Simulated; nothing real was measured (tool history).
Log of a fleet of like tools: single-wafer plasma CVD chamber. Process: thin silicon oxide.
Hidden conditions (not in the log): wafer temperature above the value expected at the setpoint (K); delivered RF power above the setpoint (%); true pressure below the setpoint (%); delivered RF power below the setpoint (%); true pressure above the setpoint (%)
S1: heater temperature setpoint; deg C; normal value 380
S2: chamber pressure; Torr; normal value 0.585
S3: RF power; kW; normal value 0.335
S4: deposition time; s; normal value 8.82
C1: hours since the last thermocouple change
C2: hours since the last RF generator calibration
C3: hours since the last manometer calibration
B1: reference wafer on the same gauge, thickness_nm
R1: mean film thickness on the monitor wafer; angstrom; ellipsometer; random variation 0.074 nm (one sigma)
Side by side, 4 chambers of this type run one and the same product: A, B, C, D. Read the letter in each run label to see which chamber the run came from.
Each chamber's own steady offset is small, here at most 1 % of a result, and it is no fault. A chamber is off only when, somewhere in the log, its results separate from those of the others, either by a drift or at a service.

run,day,S1,S2,S3,S4,C1,C2,C3,B1,R1
1B,0.233,380,0.585,0.335,8.82,2170.9,1623.1,464.1,12.316,124.730
2D,0.538,380,0.585,0.335,8.82,1870.5,493.7,481.1,12.292,123.880
3C,0.783,380,0.585,0.335,8.82,878.1,363.3,330.2,12.288,123.010
4A,1.071,380,0.585,0.335,8.82,640.0,896.3,146.3,12.299,123.990
5C,1.292,380,0.585,0.335,8.82,890.3,375.5,342.4,12.291,121.920
6D,1.604,380,0.585,0.335,8.82,1896.1,519.3,506.7,12.322,121.730
7A,1.750,380,0.585,0.335,8.82,656.3,912.6,162.6,12.321,122.770
8B,1.938,380,0.585,0.335,8.82,2211.8,1664.0,505.0,12.303,124.840
9B,2.154,380,0.585,0.335,8.82,2217.0,1669.2,510.2,12.309,124.280
10C,2.454,380,0.585,0.335,8.82,918.2,403.4,370.3,12.315,123.400
11D,2.725,380,0.585,0.335,8.82,1923.0,546.2,533.6,12.320,122.410
12A,2.862,380,0.637,0.335,10.06,683.0,939.3,189.3,12.317,153.580
13C,3.138,380,0.637,0.335,10.06,934.6,419.8,386.7,12.314,153.290
14D,3.454,380,0.637,0.335,10.06,1940.5,563.7,551.1,12.274,154.820
15B,3.767,380,0.637,0.335,10.06,2255.7,1707.9,548.9,12.292,156.460
16A,3.992,380,0.585,0.335,8.82,710.1,966.4,216.4,12.313,123.430
17B,4.192,380,0.585,0.335,8.82,2265.9,1718.1,559.1,12.316,124.270
18C,4.483,380,0.585,0.335,8.82,966.9,452.1,419.0,12.288,119.470
19D,4.629,380,0.585,0.335,8.82,1968.7,591.9,579.3,12.312,122.220
20A,4.829,380,0.585,0.335,8.82,730.2,986.5,236.5,12.299,124.880
21B,5.150,380,0.585,0.335,8.82,2288.9,1741.1,582.1,12.317,124.570
22D,5.333,380,0.585,0.335,8.82,1985.6,608.8,596.2,12.309,123.380
23A,5.538,380,0.585,0.300,7.19,747.2,1003.5,253.5,12.308,96.369
24C,5.704,380,0.585,0.300,7.19,996.2,481.4,448.3,12.314,92.761
25D,5.921,380,0.585,0.300,7.19,1999.7,622.9,610.3,12.317,95.964
26A,6.083,380,0.585,0.300,7.19,760.3,1016.6,266.6,12.277,96.085
27C,6.296,380,0.585,0.335,8.82,1010.4,495.6,462.5,12.297,117.880
28B,6.450,380,0.585,0.335,8.82,2320.1,1772.3,613.3,12.306,124.210
29D,6.617,380,0.585,0.335,8.82,2016.4,639.6,627.0,12.303,121.960

Next, all 4 chambers run the settings below, one line each with question marks for the results. What does each chamber give?
30A,6.846,380,0.585,0.335,8.82,,,,,?
30B,6.846,380,0.585,0.335,8.82,,,,,?
30C,6.846,380,0.585,0.335,8.82,,,,,?
30D,6.846,380,0.585,0.335,8.82,,,,,?

run,R1
30A,122.490
30B,124.490
30C,117.030
30D,122.670
